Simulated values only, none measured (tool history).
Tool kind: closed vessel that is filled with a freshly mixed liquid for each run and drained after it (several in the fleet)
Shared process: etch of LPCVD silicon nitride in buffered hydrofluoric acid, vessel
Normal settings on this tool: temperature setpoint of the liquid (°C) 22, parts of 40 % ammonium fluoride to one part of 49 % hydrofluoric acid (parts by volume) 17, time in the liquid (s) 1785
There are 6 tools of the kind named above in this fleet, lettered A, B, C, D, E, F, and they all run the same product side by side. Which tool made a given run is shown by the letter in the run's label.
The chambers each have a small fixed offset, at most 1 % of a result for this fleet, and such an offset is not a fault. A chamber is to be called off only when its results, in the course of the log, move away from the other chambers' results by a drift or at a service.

run	hour	temperature setpoint of the liquid (°C)	parts of 40 % ammonium fluoride to one part of 49 % hydrofluoric acid (parts by volume)	time in the liquid (s)	read-back film thickness of the LPCVD silicon nitride reference wafer, read on the same gauge (nm)	thickness taken off the LPCVD silicon nitride on a monitor wafer (Å)
1C	13.6	22	17	1785	40.007	136.26
2B	27.1	22	17	1785	39.983	137.23
3E	38.6	22	17	1785	40.017	137.1
4A	48.4	22	17	1785	39.993	137.06
5D	57.5	22	17	1785	40.011	136.02
6F	71.3	22	14.5	2705	40.002	241.62
7D	77.7	22	14.5	2705	39.991	240.93
8A	88.4	22	14.5	2705	40.02	245.26
9F	100.5	22	14.5	2705	40.026	239.95
10B	108.8	22	14.5	2705	39.969	245.11
11E	117.3	22	14.5	2705	40.007	243.6
12C	129.5	22	17	1785	40.012	135.64
13B	137	22	17	1785	39.993	136.34
14E	146.9	22	17	1785	40.011	137.17
15F	154.4	22	17	1785	39.994	136.52
16D	163.9	22	17	1785	39.981	136.52
17A	172.6	22	17	1785	40.004	137.49
18C	182.9	22	17	1785	39.999	135.36
19C	195.8	19.5	17	1785	40.02	117.17
20D	207.1	19.5	17	1785	40.001	118.45
21F	214.1	19.5	17	1785	40.004	118.32
22A	220.4	19.5	17	1785	40.011	120.07
23E	226.6	19.5	17	1785	40.021	119.13
# hour 226.8: chamber A: hydrofluoric acid flow meter replaced
24B	233.1	19.5	17	1785	40.026	119.48
# hour 241.6: chamber B: hydrofluoric acid flow meter replaced
25A	247	22	17	1785	39.985	138.47
26D	259.8	22	17	1785	39.999	136.75
27F	268.3	22	17	1785	40.013	135.49
28B	280.2	22	17	1785	40.018	137.41
29E	291.5	22	17	1785	40.004	137.19
30C	302.1	22	17	1785	40.004	135.53
31D	315.1	22	17	1785	39.996	136.36
32E	321.4	22	17	1785	39.993	136.54
33A	330.3	22	17	1785	39.975	137.32
34B	340.6	22	17	1785	39.987	136.83
35C	352.3	22	17	1785	39.988	136.16
36F	363.2	22	17	1785	40.017	136.9

Decide between three cases: one chamber stands off from its peers, the gauge reading all wafers drifts, or nothing is wrong past each chamber's small offset. Where a chamber is off, say which and what most likely put it there.

The fleet is healthy, with each chamber sitting at its usual small offset and no drift in the gauge.

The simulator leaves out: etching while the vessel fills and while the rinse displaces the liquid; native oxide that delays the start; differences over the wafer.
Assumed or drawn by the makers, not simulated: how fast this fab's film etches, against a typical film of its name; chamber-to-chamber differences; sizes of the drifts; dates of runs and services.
